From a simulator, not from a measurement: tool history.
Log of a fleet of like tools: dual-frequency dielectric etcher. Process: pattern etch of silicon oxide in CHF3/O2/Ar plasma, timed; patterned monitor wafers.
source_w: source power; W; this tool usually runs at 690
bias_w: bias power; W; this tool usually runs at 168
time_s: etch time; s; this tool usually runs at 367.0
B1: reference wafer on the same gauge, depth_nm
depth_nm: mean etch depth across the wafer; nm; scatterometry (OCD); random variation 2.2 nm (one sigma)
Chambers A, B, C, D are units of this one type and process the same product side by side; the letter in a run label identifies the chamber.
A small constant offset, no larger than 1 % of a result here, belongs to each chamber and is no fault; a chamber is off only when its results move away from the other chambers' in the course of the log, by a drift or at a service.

Run 1C, hour 5.7: usual settings; B1 869.90. Result: depth_nm 747.77 nm.
Run 2D, hour 13.9: usual settings; B1 869.72. Result: depth_nm 751.30 nm.
At hour 17.3: chamber A: wet clean of the chamber.
Run 3A, hour 20.4: usual settings; B1 870.49. Result: depth_nm 744.03 nm.
At hour 26.1: chamber A: bias power generator calibrated.
Run 4B, hour 27.5: usual settings; B1 870.12. Result: depth_nm 751.13 nm.
Run 5C, hour 32.6: usual settings; B1 870.06. Result: depth_nm 742.21 nm.
At hour 37.4: chamber B: wet clean of the chamber.
Run 6A, hour 39.6: usual settings; B1 870.38. Result: depth_nm 744.12 nm.
Run 7B, hour 46.3: usual settings; B1 870.23. Result: depth_nm 752.82 nm.
At hour 49.8: chamber D: wet clean of the chamber.
Run 8D, hour 52.5: usual settings; B1 869.71. Result: depth_nm 749.37 nm.
Run 9D, hour 57.7: usual settings; B1 869.67. Result: depth_nm 751.34 nm.
Run 10A, hour 63.6: usual settings; B1 870.34. Result: depth_nm 741.16 nm.
Run 11C, hour 70.6: usual settings; B1 869.59. Result: depth_nm 744.91 nm.
Run 12B, hour 78.2: usual settings; B1 869.62. Result: depth_nm 752.39 nm.
Run 13C, hour 85.6: usual settings; B1 870.55. Result: depth_nm 745.37 nm.
Run 14A, hour 92.9: usual settings; B1 870.33. Result: depth_nm 744.83 nm.
Run 15D, hour 99.3: usual settings; B1 869.93. Result: depth_nm 751.52 nm.
Run 16B, hour 105.3: usual settings but time_s 474.5 s; B1 870.57. Result: depth_nm 969.85 nm.
Run 17B, hour 109.0: usual settings but time_s 474.5 s; B1 869.94. Result: depth_nm 971.35 nm.
Run 18D, hour 116.7: usual settings but time_s 474.5 s; B1 869.04. Result: depth_nm 975.06 nm.
Run 19C, hour 122.2: usual settings but time_s 474.5 s; B1 869.62. Result: depth_nm 956.78 nm.
Run 20A, hour 127.6: usual settings; B1 870.39. Result: depth_nm 744.33 nm.
Run 21B, hour 131.4: usual settings but time_s 406.0 s; B1 870.40. Result: depth_nm 830.21 nm.
At hour 132.3: chamber D: source power generator calibrated.
Run 22A, hour 136.6: usual settings but time_s 406.0 s; B1 869.89. Result: depth_nm 826.59 nm.
Run 23C, hour 144.2: usual settings but time_s 406.0 s; B1 870.04. Result: depth_nm 809.74 nm.
Run 24D, hour 148.2: usual settings but time_s 406.0 s; B1 870.70. Result: depth_nm 831.58 nm.
Run 25C, hour 153.8: usual settings; B1 869.45. Result: depth_nm 734.34 nm.
Run 26D, hour 159.3: usual settings; B1 870.19. Result: depth_nm 753.51 nm.
Run 27A, hour 167.0: usual settings but time_s 428.5 s; B1 870.65. Result: depth_nm 868.33 nm.
Run 28B, hour 171.5: usual settings but time_s 428.5 s; B1 870.43. Result: depth_nm 880.49 nm.
Run 29C, hour 176.1: usual settings but time_s 428.5 s; B1 869.50. Result: depth_nm 852.39 nm.
Run 30B, hour 181.9: usual settings but time_s 428.5 s; B1 869.63. Result: depth_nm 881.84 nm.
Run 31D, hour 185.6: usual settings; B1 870.04. Result: depth_nm 748.85 nm.
Run 32A, hour 191.9: usual settings; B1 869.75. Result: depth_nm 742.35 nm.
Run 33A, hour 200.2: usual settings but bias_w 194 W; B1 870.11. Result: depth_nm 781.14 nm.
Run 34D, hour 204.6: usual settings but bias_w 194 W; B1 869.76. Result: depth_nm 787.25 nm.
Run 35C, hour 210.4: usual settings but bias_w 194 W; B1 869.78. Result: depth_nm 760.91 nm.
Run 36B, hour 218.0: usual settings but bias_w 194 W; B1 869.68. Result: depth_nm 793.24 nm.
Run 37B, hour 223.8: usual settings; B1 870.36. Result: depth_nm 754.36 nm.
Run 38A, hour 227.5: usual settings but bias_w 153 W, time_s 331.5 s; B1 870.00. Result: depth_nm 652.98 nm.
Run 39C, hour 234.3: usual settings but bias_w 153 W, time_s 331.5 s; B1 870.07. Result: depth_nm 632.04 nm.

Does one chamber stand apart from the rest, does the shared gauge drift, or is all well apart from small per-chamber offsets? Give the chamber and the most likely cause, where there is one.

Chamber C drifts away from the others.
Most likely cause: etch rate under this chamber's usual, % = 3.52.

Below are 4 candidate recipes for chamber C's next run, each the usual settings with a change, their results shown as question marks. Which of them brings C's results back in line with what the other chambers give on the usual settings?
A result is in line if it is within this distance of the other chambers' mean on the usual settings: depth_nm 7.80 nm
Run 40C-1, hour 240.3: usual settings but bias_w 169 W, time_s 380.5 s. Result: depth_nm ?.
Run 40C-2, hour 240.3: usual settings but bias_w 157 W. Result: depth_nm ?.
Run 40C-3, hour 240.3: usual settings but source_w 620 W. Result: depth_nm ?.
Run 40C-4, hour 240.3: usual settings but time_s 374.0 s. Result: depth_nm ?.

Other chambers, usual settings, mean: depth_nm 748.85 nm
  run  depth_nm
40C-1    747.03
40C-2    703.69
40C-3    689.71
40C-4    732.86
It is 40C-1 that realigns the chamber with its peers.

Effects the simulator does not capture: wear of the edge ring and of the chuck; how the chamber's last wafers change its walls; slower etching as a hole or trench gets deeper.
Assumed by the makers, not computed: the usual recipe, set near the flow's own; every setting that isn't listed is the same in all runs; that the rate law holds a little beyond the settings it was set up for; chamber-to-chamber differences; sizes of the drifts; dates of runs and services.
